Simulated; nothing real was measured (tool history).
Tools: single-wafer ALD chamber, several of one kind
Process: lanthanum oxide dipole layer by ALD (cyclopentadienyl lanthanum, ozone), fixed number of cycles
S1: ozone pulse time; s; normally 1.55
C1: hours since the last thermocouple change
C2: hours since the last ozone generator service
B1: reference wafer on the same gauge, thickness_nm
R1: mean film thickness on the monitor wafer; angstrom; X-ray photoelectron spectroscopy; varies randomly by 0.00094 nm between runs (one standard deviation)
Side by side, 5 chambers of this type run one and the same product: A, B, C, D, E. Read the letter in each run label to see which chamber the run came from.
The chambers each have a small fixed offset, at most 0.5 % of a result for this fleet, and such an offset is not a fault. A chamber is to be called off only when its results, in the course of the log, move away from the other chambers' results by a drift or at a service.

run 1A hour=7.9 | S1=1.55 | C1=492.5 C2=510.7 | B1=0.6361 | R1=5.491
run 2C hour=16.9 | S1=1.55 | C1=1286.5 C2=303.9 | B1=0.6359 | R1=5.5372
-- hour=18.9 chamber B: ozone generator serviced
-- hour=20 chamber D: ozone generator serviced
run 3E hour=28.8 | S1=1.55 | C1=515 C2=381.5 | B1=0.63565 | R1=5.5241
run 4D hour=34.7 | S1=1.55 | C1=386.9 C2=14.7 | B1=0.63549 | R1=5.5222
run 5B hour=43.9 | S1=1.55 | C1=2186.9 C2=25.1 | B1=0.6355 | R1=5.5182
run 6A hour=51.4 | S1=1.55 | C1=536 C2=554.2 | B1=0.63544 | R1=5.4966
run 7D hour=58.3 | S1=1.55 | C1=410.5 C2=38.3 | B1=0.63523 | R1=5.5287
run 8E hour=66.5 | S1=1.55 | C1=552.7 C2=419.2 | B1=0.63532 | R1=5.5081
run 9B hour=74.8 | S1=1.55 | C1=2217.8 C2=56 | B1=0.63479 | R1=5.5144
run 10C hour=83.8 | S1=1.55 | C1=1353.4 C2=370.8 | B1=0.63505 | R1=5.5029
run 11D hour=92.8 | S1=1.55 | C1=445 C2=72.8 | B1=0.63525 | R1=5.5205
run 12C hour=103.5 | S1=1.55 | C1=1373.1 C2=390.5 | B1=0.63501 | R1=5.5245
-- hour=109.8 chamber B: thermocouple changed; heater temperature recalibrated
run 13E hour=114.1 | S1=1.55 | C1=600.3 C2=466.8 | B1=0.63474 | R1=5.5197
run 14B hour=121.2 | S1=1.55 | C1=11.5 C2=102.4 | B1=0.63474 | R1=5.5193
run 15A hour=133.4 | S1=1.55 | C1=618 C2=636.2 | B1=0.63458 | R1=5.5104
run 16D hour=144.2 | S1=1.55 | C1=496.4 C2=124.2 | B1=0.63458 | R1=5.5207
run 17B hour=156.8 | S1=1.55 | C1=47.1 C2=138 | B1=0.63452 | R1=5.5255
run 18E hour=169 | S1=1.55 | C1=655.2 C2=521.7 | B1=0.63447 | R1=5.5139
run 19A hour=177.4 | S1=1.17 | C1=662 C2=680.2 | B1=0.63428 | R1=5.2024
run 20C hour=190.3 | S1=1.17 | C1=1459.9 C2=477.3 | B1=0.63377 | R1=5.1976
run 21D hour=197.6 | S1=1.17 | C1=549.8 C2=177.6 | B1=0.63412 | R1=5.2175
run 22C hour=208.9 | S1=1.17 | C1=1478.5 C2=495.9 | B1=0.63398 | R1=5.2008
run 23B hour=221.7 | S1=1.17 | C1=112 C2=202.9 | B1=0.63351 | R1=5.2041
run 24A hour=228.4 | S1=1.55 | C1=713 C2=731.2 | B1=0.63375 | R1=5.4882
run 25E hour=236.2 | S1=1.55 | C1=722.4 C2=588.9 | B1=0.63355 | R1=5.5179
run 26D hour=248.8 | S1=1.55 | C1=601 C2=228.8 | B1=0.63365 | R1=5.5006
run 27E hour=261.9 | S1=1.55 | C1=748.1 C2=614.6 | B1=0.6331 | R1=5.5069
run 28B hour=274.3 | S1=1.55 | C1=164.6 C2=255.5 | B1=0.6333 | R1=5.4828
run 29A hour=285.9 | S1=1.55 | C1=770.5 C2=788.7 | B1=0.63323 | R1=5.4774
run 30C hour=291.7 | S1=1.55 | C1=1561.3 C2=578.7 | B1=0.63289 | R1=5.4987
run 31C hour=304.4 | S1=1.15 | C1=1574 C2=591.4 | B1=0.63289 | R1=5.1764
run 32B hour=313.6 | S1=1.15 | C1=203.9 C2=294.8 | B1=0.63263 | R1=5.1856
run 33A hour=321.6 | S1=1.15 | C1=806.2 C2=824.4 | B1=0.63263 | R1=5.1708
run 34D hour=333.9 | S1=1.15 | C1=686.1 C2=313.9 | B1=0.6328 | R1=5.1918
run 35E hour=340.7 | S1=1.15 | C1=826.9 C2=693.4 | B1=0.63253 | R1=5.1651
run 36C hour=352.9 | S1=1.55 | C1=1622.5 C2=639.9 | B1=0.63256 | R1=5.4925
run 37D hour=363.7 | S1=1.55 | C1=715.9 C2=343.7 | B1=0.63213 | R1=5.496
run 38E hour=372.2 | S1=1.55 | C1=858.4 C2=724.9 | B1=0.63206 | R1=5.4929
run 39B hour=384.4 | S1=1.55 | C1=274.7 C2=365.6 | B1=0.63209 | R1=5.4864
run 40A hour=392.1 | S1=1.55 | C1=876.7 C2=894.9 | B1=0.63202 | R1=5.4774
run 41C hour=402.1 | S1=1.55 | C1=1671.7 C2=689.1 | B1=0.63194 | R1=5.4896
run 42B hour=409.3 | S1=1.55 | C1=299.6 C2=390.5 | B1=0.63189 | R1=5.4928
run 43E hour=419.9 | S1=1.55 | C1=906.1 C2=772.6 | B1=0.63132 | R1=5.49

Decide between three cases: one chamber stands off from its peers, the gauge reading all wafers drifts, or nothing is wrong past each chamber's small offset. Where a chamber is off, say which and what most likely put it there.

Gauge drift. The chambers move together only on paper, and none stands off.
Most likely cause: gauge reads low (%) = 0.693.

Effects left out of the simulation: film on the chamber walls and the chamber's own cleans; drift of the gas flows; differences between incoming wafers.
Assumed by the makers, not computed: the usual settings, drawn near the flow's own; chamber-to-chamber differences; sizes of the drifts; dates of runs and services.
